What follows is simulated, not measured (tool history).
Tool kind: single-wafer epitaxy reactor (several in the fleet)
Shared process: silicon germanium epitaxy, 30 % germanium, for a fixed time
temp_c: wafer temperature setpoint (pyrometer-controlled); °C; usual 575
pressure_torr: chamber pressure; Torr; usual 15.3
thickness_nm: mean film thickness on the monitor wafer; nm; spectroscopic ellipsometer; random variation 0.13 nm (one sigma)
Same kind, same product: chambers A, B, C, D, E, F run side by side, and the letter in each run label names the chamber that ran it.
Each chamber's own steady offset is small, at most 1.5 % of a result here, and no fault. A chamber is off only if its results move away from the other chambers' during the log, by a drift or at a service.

run	hour	temp_c	pressure_torr	read-back reference wafer on the same gauge, thickness_nm	thickness_nm
1C	6.6	575	15.3	31.304	33.088
2D	12.6	575	15.3	31.268	33.503
3F	16	575	15.3	31.301	32.765
4E	22.8	575	15.3	31.337	33.045
5A	28.7	575	15.3	31.315	32.995
6B	33	575	15.3	31.331	33.27
7E	39.1	589	14.1	31.323	41.733
8F	43.7	589	14.1	31.279	41.349
9A	47.6	589	14.1	31.295	41.467
10D	51.2	589	14.1	31.299	41.805
11B	55.4	589	14.1	31.272	42.108
12C	61.4	589	14.1	31.29	42.085
13B	68.7	575	12.8	31.303	30.895
14C	73.1	575	12.8	31.315	30.833
15E	79.4	575	12.8	31.294	30.884
16A	85.4	575	12.8	31.3	30.853
17D	92.6	575	12.8	31.273	31.135
18F	96.5	575	12.8	31.289	30.629
19B	101.2	575	15.3	31.311	33.426
20E	105.4	575	15.3	31.316	33.09
21F	109.3	575	15.3	31.304	32.813
22C	114.7	575	15.3	31.303	32.685
# hour 115.5: chamber D: capacitance manometer re-zeroed and calibrated
23D	120.4	575	15.3	31.284	33.05
24A	124.3	575	15.3	31.301	32.927
25A	129.4	575	15.3	31.309	32.65
26D	136.6	575	15.3	31.298	33.429
27F	140.7	583	13.7	31.301	36.68
28E	148.1	583	13.7	31.302	36.91
29C	154.1	583	13.7	31.293	36.422
30B	159.7	583	13.7	31.307	37.519
31F	166.2	583	13.7	31.294	36.441
32E	172.2	583	13.7	31.318	36.868
33A	178.3	575	15.3	31.302	32.967
34D	184.7	575	15.3	31.309	33.426
35C	189.5	575	15.3	31.288	32.504
36B	196.5	575	15.3	31.295	33.363
37F	202.3	590	16.7	31.33	45.068
38E	209.1	590	16.7	31.328	45.495
39A	212.5	590	16.7	31.25	44.989

What goes on in this fleet: one chamber off, a drifting gauge, or nothing beyond the chambers' own small offsets? Name the chamber and the cause, if any.

One chamber, C, drifts off from the rest bit by bit.
Most likely cause: wafer temperature below the value expected at the setpoint (K) = 1.62.
The log may not tell that from: true pressure below the setpoint (%).

Chamber C could run next with any of the 4 candidate recipes listed below; each alters the usual settings, and their results appear as question marks. Which one brings its results back in line with what the other chambers deliver on the usual settings?
In-line tolerance around the mean of the other chambers on the usual settings: thickness_nm 0.46 nm
40C-1	218	575	14.1		?
40C-2	218	575	13.1		?
40C-3	218	575	16.5		?
40C-4	218	578	15.3		?

Average result of the remaining chambers running the usual settings: thickness_nm 33.087 nm
run	thickness_nm
40C-1	30.996
40C-2	30.091
40C-3	33.019
40C-4	33.977
It is 40C-3 that realigns the chamber with its peers.
